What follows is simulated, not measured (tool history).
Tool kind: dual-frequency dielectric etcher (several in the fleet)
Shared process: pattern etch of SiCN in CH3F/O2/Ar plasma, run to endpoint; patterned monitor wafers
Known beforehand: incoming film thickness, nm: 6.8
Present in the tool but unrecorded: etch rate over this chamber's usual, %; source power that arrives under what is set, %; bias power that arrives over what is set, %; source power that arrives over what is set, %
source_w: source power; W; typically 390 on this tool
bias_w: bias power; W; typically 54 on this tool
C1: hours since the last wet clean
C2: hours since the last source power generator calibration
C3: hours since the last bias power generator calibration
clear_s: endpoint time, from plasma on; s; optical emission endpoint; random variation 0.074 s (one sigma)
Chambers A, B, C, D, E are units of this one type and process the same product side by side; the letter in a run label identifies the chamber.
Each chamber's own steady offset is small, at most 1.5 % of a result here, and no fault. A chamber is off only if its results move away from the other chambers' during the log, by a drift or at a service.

run 1E day=0.100 | source_w=390 bias_w=54 | C1=355.3 C2=3417.0 C3=2378.1 | clear_s=20.054
run 2A day=0.288 | source_w=390 bias_w=54 | C1=397.4 C2=3490.3 C3=1728.9 | clear_s=20.412
run 3B day=0.446 | source_w=390 bias_w=54 | C1=279.8 C2=2572.1 C3=1287.6 | clear_s=20.194
run 4C day=0.550 | source_w=390 bias_w=54 | C1=203.7 C2=3339.2 C3=1580.2 | clear_s=20.205
run 5D day=0.725 | source_w=390 bias_w=54 | C1=107.0 C2=4011.6 C3=1190.4 | clear_s=20.479
run 6C day=0.879 | source_w=390 bias_w=54 | C1=211.6 C2=3347.1 C3=1588.1 | clear_s=20.285
run 7B day=1.042 | source_w=390 bias_w=54 | C1=294.1 C2=2586.4 C3=1301.9 | clear_s=20.177
run 8D day=1.133 | source_w=390 bias_w=54 | C1=116.8 C2=4021.4 C3=1200.2 | clear_s=20.364
run 9A day=1.246 | source_w=390 bias_w=54 | C1=420.4 C2=3513.3 C3=1751.9 | clear_s=20.369
run 10E day=1.333 | source_w=390 bias_w=54 | C1=384.9 C2=3446.6 C3=2407.7 | clear_s=20.132
run 11D day=1.467 | source_w=390 bias_w=54 | C1=124.8 C2=4029.4 C3=1208.2 | clear_s=20.356
run 12A day=1.600 | source_w=390 bias_w=54 | C1=428.9 C2=3521.8 C3=1760.4 | clear_s=20.419
run 13C day=1.733 | source_w=470 bias_w=47 | C1=232.1 C2=3367.6 C3=1608.6 | clear_s=19.628
run 14E day=1.904 | source_w=470 bias_w=47 | C1=398.6 C2=3460.3 C3=2421.4 | clear_s=19.570
run 15B day=2.083 | source_w=470 bias_w=47 | C1=319.1 C2=2611.4 C3=1326.9 | clear_s=19.565
run 16C day=2.200 | source_w=470 bias_w=47 | C1=243.3 C2=3378.8 C3=1619.8 | clear_s=19.579
run 17B day=2.312 | source_w=470 bias_w=47 | C1=324.6 C2=2616.9 C3=1332.4 | clear_s=19.799
-- day=2.417 chamber A: source power generator calibrated
run 18D day=2.438 | source_w=390 bias_w=54 | C1=148.1 C2=4052.7 C3=1231.5 | clear_s=20.409
run 19E day=2.629 | source_w=390 bias_w=54 | C1=416.0 C2=3477.7 C3=2438.8 | clear_s=20.156
run 20A day=2.754 | source_w=390 bias_w=54 | C1=456.6 C2=8.2 C3=1788.1 | clear_s=20.451
run 21A day=2.883 | source_w=390 bias_w=54 | C1=459.7 C2=11.3 C3=1791.2 | clear_s=20.489
run 22D day=3.075 | source_w=390 bias_w=54 | C1=163.4 C2=4068.0 C3=1246.8 | clear_s=20.361
run 23C day=3.175 | source_w=390 bias_w=54 | C1=266.7 C2=3402.2 C3=1643.2 | clear_s=19.896
run 24B day=3.333 | source_w=390 bias_w=54 | C1=349.1 C2=2641.4 C3=1356.9 | clear_s=20.137
-- day=3.450 chamber E: wet clean of the chamber
run 25E day=3.504 | source_w=480 bias_w=59 | C1=1.3 C2=3498.7 C3=2459.8 | clear_s=18.035
run 26B day=3.621 | source_w=480 bias_w=59 | C1=356.0 C2=2648.3 C3=1363.8 | clear_s=18.053
run 27E day=3.762 | source_w=480 bias_w=59 | C1=7.5 C2=3504.9 C3=2466.0 | clear_s=18.013
run 28C day=3.950 | source_w=480 bias_w=59 | C1=285.3 C2=3420.8 C3=1661.8 | clear_s=17.927
run 29A day=4.058 | source_w=480 bias_w=59 | C1=487.9 C2=39.5 C3=1819.4 | clear_s=18.339
run 30D day=4.208 | source_w=390 bias_w=54 | C1=190.6 C2=4095.2 C3=1274.0 | clear_s=20.423
run 31E day=4.350 | source_w=390 bias_w=54 | C1=21.6 C2=3519.0 C3=2480.1 | clear_s=20.081
run 32C day=4.504 | source_w=390 bias_w=54 | C1=298.6 C2=3434.1 C3=1675.1 | clear_s=19.755
run 33A day=4.671 | source_w=390 bias_w=54 | C1=502.6 C2=54.2 C3=1834.1 | clear_s=20.477
run 34D day=4.758 | source_w=320 bias_w=64 | C1=203.8 C2=4108.4 C3=1287.2 | clear_s=20.770
run 35B day=4.858 | source_w=320 bias_w=64 | C1=385.7 C2=2678.0 C3=1393.5 | clear_s=20.485
-- day=4.958 chamber E: bias power generator calibrated
run 36D day=5.000 | source_w=320 bias_w=64 | C1=209.6 C2=4114.2 C3=1293.0 | clear_s=20.730
run 37E day=5.125 | source_w=320 bias_w=64 | C1=40.2 C2=3537.6 C3=4.0 | clear_s=20.374
run 38A day=5.254 | source_w=320 bias_w=64 | C1=516.6 C2=68.2 C3=1848.1 | clear_s=20.750

All 5 chambers run these settings next. Forecast each chamber's results:
run 39A day=5.404 | source_w=390 bias_w=54 | clear_s=?
run 39B day=5.404 | source_w=390 bias_w=54 | clear_s=?
run 39C day=5.404 | source_w=390 bias_w=54 | clear_s=?
run 39D day=5.404 | source_w=390 bias_w=54 | clear_s=?
run 39E day=5.404 | source_w=390 bias_w=54 | clear_s=?

run=39A clear_s=20.341
run=39B clear_s=19.961
run=39C clear_s=19.639
run=39D clear_s=20.292
run=39E clear_s=20.205
